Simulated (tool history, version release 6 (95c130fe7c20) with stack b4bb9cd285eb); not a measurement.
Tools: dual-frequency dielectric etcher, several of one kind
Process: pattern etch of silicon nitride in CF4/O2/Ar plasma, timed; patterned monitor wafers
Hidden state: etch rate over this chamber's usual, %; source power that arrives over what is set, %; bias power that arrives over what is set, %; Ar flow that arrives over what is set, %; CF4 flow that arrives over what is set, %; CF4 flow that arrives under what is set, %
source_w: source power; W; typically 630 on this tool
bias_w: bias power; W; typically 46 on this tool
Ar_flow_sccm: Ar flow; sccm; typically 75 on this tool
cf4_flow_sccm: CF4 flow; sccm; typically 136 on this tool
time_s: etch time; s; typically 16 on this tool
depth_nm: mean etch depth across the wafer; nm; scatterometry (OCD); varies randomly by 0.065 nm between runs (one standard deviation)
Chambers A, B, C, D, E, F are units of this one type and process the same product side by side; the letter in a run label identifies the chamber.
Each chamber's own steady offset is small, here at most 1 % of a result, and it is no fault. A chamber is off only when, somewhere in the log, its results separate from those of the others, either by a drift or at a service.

run   hour  source_w  bias_w  Ar_flow_sccm  cf4_flow_sccm  time_s  hours since the last wet clean  hours since the last source power generator calibration  hours since the last bias power generator calibration  hours since the last Ar flow controller change  hours since the last CF4 flow controller change  read-back reference wafer on the same gauge, depth_nm  depth_nm
 1C   10.5       630      46            75            136      16                           177.3                                                   3330.9                                                 1974.7                                           571.2                                           2801.2                                                 39.321    38.627
      14.0  -- chamber D: wet clean of the chamber
 2E   15.9       630      46            75            136      16                           492.1                                                   4184.5                                                 1433.2                                          2195.7                                            753.4                                                 39.326    38.478
 3D   20.9       630      46            75            136      16                             6.9                                                   3289.8                                                  537.7                                          4688.8                                            599.2                                                 39.305    38.384
 4A   29.8       630      46            75            136      16                           256.2                                                   2860.0                                                 2619.6                                          2733.9                                           4060.5                                                 39.323    38.944
 5B   40.5       630      46            75            136      16                           170.7                                                    778.0                                                  795.3                                          1582.0                                           1232.2                                                 39.345    38.374
 6F   46.0       630      46            75            136      16                            97.4                                                   2167.6                                                  514.7                                           521.2                                           3637.9                                                 39.334    38.486
      46.8  -- chamber E: Ar flow controller replaced
      50.8  -- chamber C: source power generator calibrated
 7B   51.2       630      46            75            136      16                           181.4                                                    788.7                                                  806.0                                          1592.7                                           1242.9                                                 39.354    38.314
 8E   61.1       630      46            75            136      16                           537.3                                                   4229.7                                                 1478.4                                            14.3                                            798.6                                                 39.362    38.405
 9A   71.4       630      46            75            136      16                           297.8                                                   2901.6                                                 2661.2                                          2775.5                                           4102.1                                                 39.375    39.105
10C   81.8       630      46            75            136      16                           248.6                                                     31.0                                                 2046.0                                           642.5                                           2872.5                                                 39.380    38.708
11D   91.9       630      46            75            136      16                            77.9                                                   3360.8                                                  608.7                                          4759.8                                            670.2                                                 39.368    38.519
12F   99.1       630      46            75            136      16                           150.5                                                   2220.7                                                  567.8                                           574.3                                           3691.0                                                 39.386    38.547
13D  104.8       630      46            75            136      16                            90.8                                                   3373.7                                                  621.6                                          4772.7                                            683.1                                                 39.397    38.534
14F  115.3       630      46            75            136      16                           166.7                                                   2236.9                                                  584.0                                           590.5                                           3707.2                                                 39.409    38.730
15C  121.0       630      46            75            136      16                           287.8                                                     70.2                                                 2085.2                                           681.7                                           2911.7                                                 39.408    38.655
16A  130.4       630      46            75            136      16                           356.8                                                   2960.6                                                 2720.2                                          2834.5                                           4161.1                                                 39.425    38.997
17E  139.1       630      46            75            136      16                           615.3                                                   4307.7                                                 1556.4                                            92.3                                            876.6                                                 39.425    38.531
18B  148.1       630      46            75            136      16                           278.3                                                    885.6                                                  902.9                                          1689.6                                           1339.8                                                 39.434    38.549
19B  154.1       630      46            75            136      16                           284.3                                                    891.6                                                  908.9                                          1695.6                                           1345.8                                                 39.437    38.487
     154.8  -- chamber E: wet clean of the chamber
20D  160.2       630      46            91            136      16                           146.2                                                   3429.1                                                  677.0                                          4828.1                                            738.5                                                 39.441    37.832
21A  167.0       630      46            91            136      16                           393.4                                                   2997.2                                                 2756.8                                          2871.1                                           4197.7                                                 39.454    38.291
22E  173.0       630      46            91            136      16                            18.3                                                   4341.6                                                 1590.3                                           126.2                                            910.5                                                 39.463    37.858
23F  183.6       630      46            91            136      16                           235.0                                                   2305.2                                                  652.3                                           658.8                                           3775.5                                                 39.473    37.775
24C  193.8       630      46            91            136      16                           360.6                                                    143.0                                                 2158.0                                           754.5                                           2984.5                                                 39.485    38.078
25A  198.4       630      46            91            136      16                           424.8                                                   3028.6                                                 2788.2                                          2902.5                                           4229.1                                                 39.486    38.210
26F  204.3       500      41            75            136      16                           255.7                                                   2325.9                                                  673.0                                           679.5                                           3796.2                                                 39.479    30.505
27B  215.0       500      41            75            136      16                           345.2                                                    952.5                                                  969.8                                          1756.5                                           1406.7                                                 39.503    30.484
     219.1  -- chamber C: bias power generator calibrated
28E  222.1       500      41            75            136      16                            67.4                                                   4390.7                                                 1639.4                                           175.3                                            959.6                                                 39.488    30.332
29D  228.5       500      41            75            136      16                           214.5                                                   3497.4                                                  745.3                                          4896.4                                            806.8                                                 39.511    30.446
30C  237.6       500      41            75            136      16                           404.4                                                    186.8                                                   18.6                                           798.3                                           3028.3                                                 39.518    30.489
     241.8  -- chamber A: wet clean of the chamber
31C  245.9       500      41            75            136      16                           412.7                                                    195.1                                                   26.9                                           806.6                                           3036.6                                                 39.518    30.392
32E  255.9       630      46            75            136      16                           101.2                                                   4424.5                                                 1673.2                                           209.1                                            993.4                                                 39.518    38.778
33D  263.2       630      46            75            136      16                           249.2                                                   3532.1                                                  780.0                                          4931.1                                            841.5                                                 39.551    38.719
34A  273.6       630      46            75            136      16                            31.9                                                   3103.8                                                 2863.4                                          2977.7                                           4304.3                                                 39.561    39.194
35F  283.3       630      46            75            136      16                           334.7                                                   2404.9                                                  752.0                                           758.5                                           3875.2                                                 39.556    38.677
     289.0  -- chamber B: wet clean of the chamber
36B  290.5       630      51            75            136      16                             1.5                                                   1028.0                                                 1045.3                                          1832.0                                           1482.2                                                 39.562    39.917

For the next run the whole fleet of 6 chambers uses the same settings. Give each chamber's results:
37A  298.2       630      46            75            136      16                                                                                                                                                                                                                                                                                                                 ?
37B  298.2       630      46            75            136      16                                                                                                                                                                                                                                                                                                                 ?
37C  298.2       630      46            75            136      16                                                                                                                                                                                                                                                                                                                 ?
37D  298.2       630      46            75            136      16                                                                                                                                                                                                                                                                                                                 ?
37E  298.2       630      46            75            136      16                                                                                                                                                                                                                                                                                                                 ?
37F  298.2       630      46            75            136      16                                                                                                                                                                                                                                                                                                                 ?

run  depth_nm
37A    39.127
37B    38.496
37C    38.926
37D    38.657
37E    38.709
37F    38.771
